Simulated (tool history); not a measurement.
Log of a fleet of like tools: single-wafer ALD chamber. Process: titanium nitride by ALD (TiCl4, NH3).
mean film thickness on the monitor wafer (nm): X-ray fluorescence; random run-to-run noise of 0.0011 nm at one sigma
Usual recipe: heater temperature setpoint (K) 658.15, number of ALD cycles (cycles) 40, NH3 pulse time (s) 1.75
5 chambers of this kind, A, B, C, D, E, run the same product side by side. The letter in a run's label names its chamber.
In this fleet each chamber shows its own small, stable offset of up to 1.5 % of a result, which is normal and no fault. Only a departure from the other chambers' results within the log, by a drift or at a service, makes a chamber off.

run,hour,heater temperature setpoint (K),number of ALD cycles (cycles),NH3 pulse time (s),hours since the last thermocouple change,"read-back reference wafer on the same gauge, thickness_nm",mean film thickness on the monitor wafer (nm)
1C,7.3,658.15,40,1.75,400.4,0.98712,0.86805
2B,14.2,658.15,40,1.75,643.6,0.98729,0.85422
3A,21.4,658.15,40,1.75,1744.3,0.98738,0.86575
4E,29.6,658.15,40,1.75,193.5,0.98746,0.85951
5D,35.8,658.15,40,1.75,1939.8,0.98764,0.86062
6D,43.0,658.15,40,1.75,1947.0,0.98801,0.85878
7B,48.5,650.15,40,2.13,677.9,0.98809,0.85565
8E,57.3,650.15,40,2.13,221.2,0.98846,0.86223
9A,63.3,650.15,40,2.13,1786.2,0.98824,0.86884
10C,72.0,650.15,40,2.13,465.1,0.98861,0.87151
11C,76.7,650.15,40,2.13,469.8,0.98883,0.87097
12D,80.8,658.15,40,1.75,1984.8,0.98872,0.86039
13B,87.9,658.15,40,1.75,717.3,0.98915,0.85228
14E,94.9,658.15,40,1.75,258.8,0.98929,0.85995
15A,100.2,667.15,40,2.14,1823.1,0.98918,0.87969
16D,105.0,667.15,40,2.14,2009.0,0.98899,0.87589
17E,112.4,667.15,40,2.14,276.3,0.98979,0.87665
18B,117.1,667.15,40,2.14,746.5,0.98972,0.87082
19C,124.3,667.15,40,2.14,517.4,0.98987,0.88678
20A,132.9,658.15,40,1.75,1855.8,0.98992,0.86592
21B,139.6,658.15,40,1.75,769.0,0.99044,0.85558
22E,144.9,658.15,40,1.75,308.8,0.99000,0.86039
23A,149.5,658.15,40,1.75,1872.4,0.98992,0.86655
24D,155.5,658.15,40,1.75,2059.5,0.99027,0.86003
25C,162.6,658.15,40,1.75,555.7,0.99060,0.86973
26A,167.1,658.15,40,2.41,1890.0,0.99080,0.88050
27E,174.0,658.15,40,2.41,337.9,0.99123,0.87671
28C,181.6,658.15,40,2.41,574.7,0.99119,0.88524
29B,186.3,658.15,40,2.41,815.7,0.99093,0.86946
30D,193.6,658.15,40,2.41,2097.6,0.99168,0.87492
31C,199.0,658.15,40,1.75,592.1,0.99127,0.87176
32B,205.5,658.15,40,1.51,834.9,0.99143,0.84890
33D,214.0,658.15,40,1.51,2118.0,0.99208,0.85577
34E,218.1,658.15,40,1.51,382.0,0.99186,0.85468
35A,226.1,658.15,40,1.51,1949.0,0.99223,0.85993

Each of the 5 chambers runs these same settings next. Fill in every chamber's results:
36A,232.4,666.15,40,1.75,,,?
36B,232.4,666.15,40,1.75,,,?
36C,232.4,666.15,40,1.75,,,?
36D,232.4,666.15,40,1.75,,,?
36E,232.4,666.15,40,1.75,,,?

run,mean film thickness on the monitor wafer (nm)
36A,0.87410
36B,0.86439
36C,0.87959
36D,0.87027
36E,0.86978
